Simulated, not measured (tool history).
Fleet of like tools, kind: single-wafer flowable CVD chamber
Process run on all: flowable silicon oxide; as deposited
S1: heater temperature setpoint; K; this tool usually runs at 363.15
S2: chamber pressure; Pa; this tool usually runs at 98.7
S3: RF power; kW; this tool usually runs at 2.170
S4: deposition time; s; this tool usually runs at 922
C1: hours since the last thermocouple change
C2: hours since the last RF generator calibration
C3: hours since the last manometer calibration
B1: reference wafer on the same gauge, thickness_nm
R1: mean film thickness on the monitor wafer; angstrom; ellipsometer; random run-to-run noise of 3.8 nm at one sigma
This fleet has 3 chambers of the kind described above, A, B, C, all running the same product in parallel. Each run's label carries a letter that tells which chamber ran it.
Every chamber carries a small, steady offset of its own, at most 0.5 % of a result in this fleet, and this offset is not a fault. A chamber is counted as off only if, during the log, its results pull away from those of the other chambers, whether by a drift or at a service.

run	hour	S1	S2	S3	S4	C1	C2	C3	B1	R1
1C	8.3	363.15	98.7	2.170	922	947.0	609.1	1290.6	591.78	7205.4
2A	21.2	363.15	98.7	2.170	922	469.8	275.1	1947.0	592.06	7144.9
3B	30.7	363.15	98.7	2.170	922	2089.8	1678.6	1979.3	592.39	7129.3
4A	46.6	363.15	98.7	2.170	922	495.2	300.5	1972.4	592.19	7193.4
5B	55.7	363.15	98.7	2.170	922	2114.8	1703.6	2004.3	592.09	7240.3
6C	71.1	363.15	98.7	2.170	922	1009.8	671.9	1353.4	592.06	7148.1
# hour 77.6: chamber B: thermocouple changed; heater temperature recalibrated
7C	81.3	363.15	98.7	2.170	922	1020.0	682.1	1363.6	591.89	7076.4
8B	93.7	363.15	98.7	2.170	922	16.1	1741.6	2042.3	591.78	7105.5
9A	103.9	363.15	98.7	2.170	922	552.5	357.8	2029.7	592.55	7123.1
10C	118.6	363.15	98.7	2.170	922	1057.3	719.4	1400.9	591.70	7078.9
11B	133.1	363.15	98.7	2.170	922	55.5	1781.0	2081.7	591.31	7230.3
12A	144.0	350.15	98.7	2.170	922	592.6	397.9	2069.8	592.26	10319.0
13B	155.4	350.15	98.7	2.170	922	77.8	1803.3	2104.0	592.10	10481.0
# hour 158.1: chamber A: capacitance manometer re-zeroed and calibrated
14C	170.4	350.15	98.7	2.170	922	1109.1	771.2	1452.7	592.21	10455.0
15A	185.5	363.15	98.7	2.170	922	634.1	439.4	27.5	591.14	7165.0
16A	194.8	363.15	98.7	2.170	922	643.4	448.7	36.8	592.80	7206.4
17B	207.2	363.15	98.7	2.170	922	129.6	1855.1	2155.8	591.62	7246.1
18C	220.2	363.15	98.7	2.170	922	1158.9	821.0	1502.5	592.34	7182.5
19C	233.1	377.15	98.7	2.170	1021	1171.8	833.9	1515.4	591.55	4982.6
20A	242.7	377.15	98.7	2.170	1021	691.3	496.6	84.7	591.67	4943.8
# hour 251.9: chamber C: thermocouple changed; heater temperature recalibrated
21B	255.1	377.15	98.7	2.170	1021	177.5	1903.0	2203.7	592.26	5002.8
22C	268.9	363.15	98.7	2.170	922	17.0	869.7	1551.2	592.24	7345.8
23A	279.0	371.15	109.9	2.170	922	727.6	532.9	121.0	592.90	6266.1
24B	289.9	371.15	109.9	2.170	922	212.3	1937.8	2238.5	591.90	6288.3
# hour 294.7: chamber B: capacitance manometer re-zeroed and calibrated
# hour 300.1: chamber B: RF generator calibrated
25B	301.1	371.15	109.9	2.170	922	223.5	1.1	6.4	592.28	6322.7
26A	315.8	363.15	98.7	2.170	922	764.4	569.7	157.8	592.73	7121.7
27C	324.2	363.15	98.7	2.170	922	72.3	925.0	1606.5	592.28	7357.9
28B	340.4	363.15	98.7	2.170	922	262.8	40.4	45.7	592.16	7162.0
29A	354.7	363.15	98.7	2.170	922	803.3	608.6	196.7	593.08	7190.6
30C	362.6	363.15	98.7	2.170	922	110.7	963.4	1644.9	591.57	7378.5
31C	373.5	356.15	98.7	2.170	1054	121.6	974.3	1655.8	591.56	10376.0
32B	385.0	356.15	98.7	2.170	1054	307.4	85.0	90.3	592.19	10091.0
33A	397.2	356.15	98.7	2.170	1054	845.8	651.1	239.2	591.94	10040.0
34C	407.2	363.15	98.7	2.170	922	155.3	1008.0	1689.5	591.83	7366.9
35A	418.8	363.15	98.7	2.170	922	867.4	672.7	260.8	591.28	7163.2
36B	428.0	363.15	79.9	2.170	752	350.4	128.0	133.3	591.62	4372.1
37A	441.5	363.15	79.9	2.170	752	890.1	695.4	283.5	592.03	4328.5

Predict what each chamber gives when all 3 of them run the settings below next.
38A	453.5	373.15	98.7	2.170	922					?
38B	453.5	373.15	98.7	2.170	922					?
38C	453.5	373.15	98.7	2.170	922					?

run	R1
38A	5162.9
38B	5170.9
38C	5229.5

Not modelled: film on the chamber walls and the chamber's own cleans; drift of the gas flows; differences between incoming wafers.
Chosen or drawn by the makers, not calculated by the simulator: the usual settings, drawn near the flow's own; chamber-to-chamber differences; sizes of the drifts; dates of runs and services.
